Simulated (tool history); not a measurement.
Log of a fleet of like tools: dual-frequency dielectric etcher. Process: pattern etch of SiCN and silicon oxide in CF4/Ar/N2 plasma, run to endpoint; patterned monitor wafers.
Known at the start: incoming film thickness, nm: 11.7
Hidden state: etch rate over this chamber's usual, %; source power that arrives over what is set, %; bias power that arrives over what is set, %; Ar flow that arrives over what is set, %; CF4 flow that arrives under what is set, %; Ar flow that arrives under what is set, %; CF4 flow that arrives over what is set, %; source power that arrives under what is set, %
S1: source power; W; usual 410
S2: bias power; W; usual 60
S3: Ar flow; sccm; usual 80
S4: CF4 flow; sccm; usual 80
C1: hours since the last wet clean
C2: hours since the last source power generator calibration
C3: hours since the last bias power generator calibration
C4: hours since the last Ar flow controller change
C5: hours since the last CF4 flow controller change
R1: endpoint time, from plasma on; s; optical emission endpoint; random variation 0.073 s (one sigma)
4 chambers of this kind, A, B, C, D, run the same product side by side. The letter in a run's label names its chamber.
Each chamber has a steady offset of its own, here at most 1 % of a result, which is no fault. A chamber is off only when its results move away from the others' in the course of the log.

{"day": 0.325, "done": "chamber A: source power generator calibrated"}
{"day": 0.4, "done": "chamber A: wet clean of the chamber"}
{"run": "1C", "day": 0.512, "S1": 410, "S2": 60, "S3": 80, "S4": 80, "C1": 319.4, "C2": 392.5, "C3": 3198.7, "C4": 61.5, "C5": 105.3, "R1": 14.869}
{"run": "2D", "day": 0.883, "S1": 410, "S2": 60, "S3": 80, "S4": 80, "C1": 45.8, "C2": 794.8, "C3": 420.2, "C4": 4196.2, "C5": 2483.1, "R1": 14.941}
{"run": "3A", "day": 1.371, "S1": 410, "S2": 60, "S3": 80, "S4": 80, "C1": 23.4, "C2": 25.1, "C3": 543.5, "C4": 598.3, "C5": 651.2, "R1": 14.682}
{"run": "4B", "day": 1.921, "S1": 410, "S2": 60, "S3": 80, "S4": 80, "C1": 193.7, "C2": 411.1, "C3": 111.3, "C4": 969.8, "C5": 2131.3, "R1": 14.902}
{"run": "5B", "day": 2.442, "S1": 410, "S2": 60, "S3": 80, "S4": 80, "C1": 206.2, "C2": 423.6, "C3": 123.8, "C4": 982.3, "C5": 2143.8, "R1": 14.872}
{"run": "6A", "day": 2.979, "S1": 410, "S2": 60, "S3": 80, "S4": 80, "C1": 62.0, "C2": 63.7, "C3": 582.1, "C4": 636.9, "C5": 689.8, "R1": 14.829}
{"run": "7D", "day": 3.304, "S1": 410, "S2": 60, "S3": 80, "S4": 80, "C1": 103.9, "C2": 852.9, "C3": 478.3, "C4": 4254.3, "C5": 2541.2, "R1": 14.999}
{"run": "8C", "day": 3.671, "S1": 410, "S2": 60, "S3": 80, "S4": 80, "C1": 395.2, "C2": 468.3, "C3": 3274.5, "C4": 137.3, "C5": 181.1, "R1": 14.761}
{"run": "9A", "day": 4.217, "S1": 410, "S2": 60, "S3": 80, "S4": 80, "C1": 91.7, "C2": 93.4, "C3": 611.8, "C4": 666.6, "C5": 719.5, "R1": 14.85}
{"run": "10D", "day": 4.571, "S1": 410, "S2": 60, "S3": 80, "S4": 80, "C1": 134.3, "C2": 883.3, "C3": 508.7, "C4": 4284.7, "C5": 2571.6, "R1": 15.017}
{"run": "11C", "day": 4.833, "S1": 410, "S2": 60, "S3": 80, "S4": 80, "C1": 423.1, "C2": 496.2, "C3": 3302.4, "C4": 165.2, "C5": 209.0, "R1": 14.843}
{"run": "12B", "day": 5.192, "S1": 410, "S2": 60, "S3": 80, "S4": 80, "C1": 272.2, "C2": 489.6, "C3": 189.8, "C4": 1048.3, "C5": 2209.8, "R1": 14.934}
{"run": "13A", "day": 5.642, "S1": 410, "S2": 60, "S3": 80, "S4": 80, "C1": 125.9, "C2": 127.6, "C3": 646.0, "C4": 700.8, "C5": 753.7, "R1": 14.746}
{"run": "14B", "day": 6.129, "S1": 470, "S2": 60, "S3": 80, "S4": 80, "C1": 294.7, "C2": 512.1, "C3": 212.3, "C4": 1070.8, "C5": 2232.3, "R1": 13.135}
{"day": 6.438, "done": "chamber B: wet clean of the chamber"}
{"run": "15D", "day": 6.579, "S1": 470, "S2": 60, "S3": 80, "S4": 80, "C1": 182.5, "C2": 931.5, "C3": 556.9, "C4": 4332.9, "C5": 2619.8, "R1": 13.45}
{"day": 6.775, "done": "chamber C: wet clean of the chamber"}
{"run": "16C", "day": 6.975, "S1": 470, "S2": 60, "S3": 80, "S4": 80, "C1": 4.9, "C2": 547.6, "C3": 3353.8, "C4": 216.6, "C5": 260.4, "R1": 13.05}
{"run": "17A", "day": 7.496, "S1": 470, "S2": 60, "S3": 80, "S4": 80, "C1": 170.4, "C2": 172.1, "C3": 690.5, "C4": 745.3, "C5": 798.2, "R1": 12.966}
{"run": "18D", "day": 7.892, "S1": 410, "S2": 60, "S3": 80, "S4": 80, "C1": 214.0, "C2": 963.0, "C3": 588.4, "C4": 4364.4, "C5": 2651.3, "R1": 15.274}
{"run": "19B", "day": 8.233, "S1": 410, "S2": 60, "S3": 80, "S4": 80, "C1": 43.2, "C2": 562.6, "C3": 262.8, "C4": 1121.3, "C5": 2282.8, "R1": 14.965}
{"run": "20C", "day": 8.742, "S1": 410, "S2": 60, "S3": 80, "S4": 80, "C1": 47.3, "C2": 590.0, "C3": 3396.2, "C4": 259.0, "C5": 302.8, "R1": 14.911}
{"run": "21B", "day": 9.05, "S1": 410, "S2": 60, "S3": 80, "S4": 93, "C1": 62.8, "C2": 582.2, "C3": 282.4, "C4": 1140.9, "C5": 2302.4, "R1": 14.573}
{"run": "22C", "day": 9.483, "S1": 410, "S2": 60, "S3": 80, "S4": 93, "C1": 65.1, "C2": 607.8, "C3": 3414.0, "C4": 276.8, "C5": 320.6, "R1": 14.55}
{"run": "23A", "day": 9.85, "S1": 410, "S2": 60, "S3": 80, "S4": 93, "C1": 226.9, "C2": 228.6, "C3": 747.0, "C4": 801.8, "C5": 854.7, "R1": 14.391}
{"run": "24D", "day": 10.45, "S1": 410, "S2": 60, "S3": 80, "S4": 93, "C1": 275.4, "C2": 1024.4, "C3": 649.8, "C4": 4425.8, "C5": 2712.7, "R1": 14.975}
{"run": "25A", "day": 11.021, "S1": 410, "S2": 60, "S3": 80, "S4": 80, "C1": 255.0, "C2": 256.7, "C3": 775.1, "C4": 829.9, "C5": 882.8, "R1": 14.754}
{"run": "26D", "day": 11.308, "S1": 410, "S2": 60, "S3": 80, "S4": 80, "C1": 296.0, "C2": 1045.0, "C3": 670.4, "C4": 4446.4, "C5": 2733.3, "R1": 15.385}
{"run": "27B", "day": 11.717, "S1": 410, "S2": 60, "S3": 80, "S4": 80, "C1": 126.8, "C2": 646.2, "C3": 346.4, "C4": 1204.9, "C5": 2366.4, "R1": 14.811}
{"run": "28C", "day": 12.254, "S1": 410, "S2": 60, "S3": 80, "S4": 80, "C1": 131.6, "C2": 674.3, "C3": 3480.5, "C4": 343.3, "C5": 387.1, "R1": 14.803}

Is one chamber off against the others, does the gauge drift, or is nothing wrong? If a chamber is off, say which, and what the likeliest cause is.

Chamber D drifts away from the others.
Cause: source power that arrives under what is set, % = 4.35.
The log may not tell that from: etch rate under this chamber's usual, %.

Here are 4 candidates for chamber D's next run, each the usual settings with a change, their results left as question marks. Which one brings its results back in line with what the others give on the usual settings?
In line means no further than this from the other chambers' mean on the usual settings: R1 0.250 s
{"run": "29D-1", "day": 12.683, "S1": 410, "S2": 54, "S3": 84, "S4": 76, "R1": "?"}
{"run": "29D-2", "day": 12.683, "S1": 400, "S2": 60, "S3": 80, "S4": 80, "R1": "?"}
{"run": "29D-3", "day": 12.683, "S1": 410, "S2": 60, "S3": 76, "S4": 84, "R1": "?"}
{"run": "29D-4", "day": 12.683, "S1": 410, "S2": 67, "S3": 76, "S4": 80, "R1": "?"}

The other chambers' mean on the usual settings: R1 14.813 s
run=29D-1 R1=16.295
run=29D-2 R1=15.892
run=29D-3 R1=15.337
run=29D-4 R1=14.913
29D-4 brings the chamber back in line.
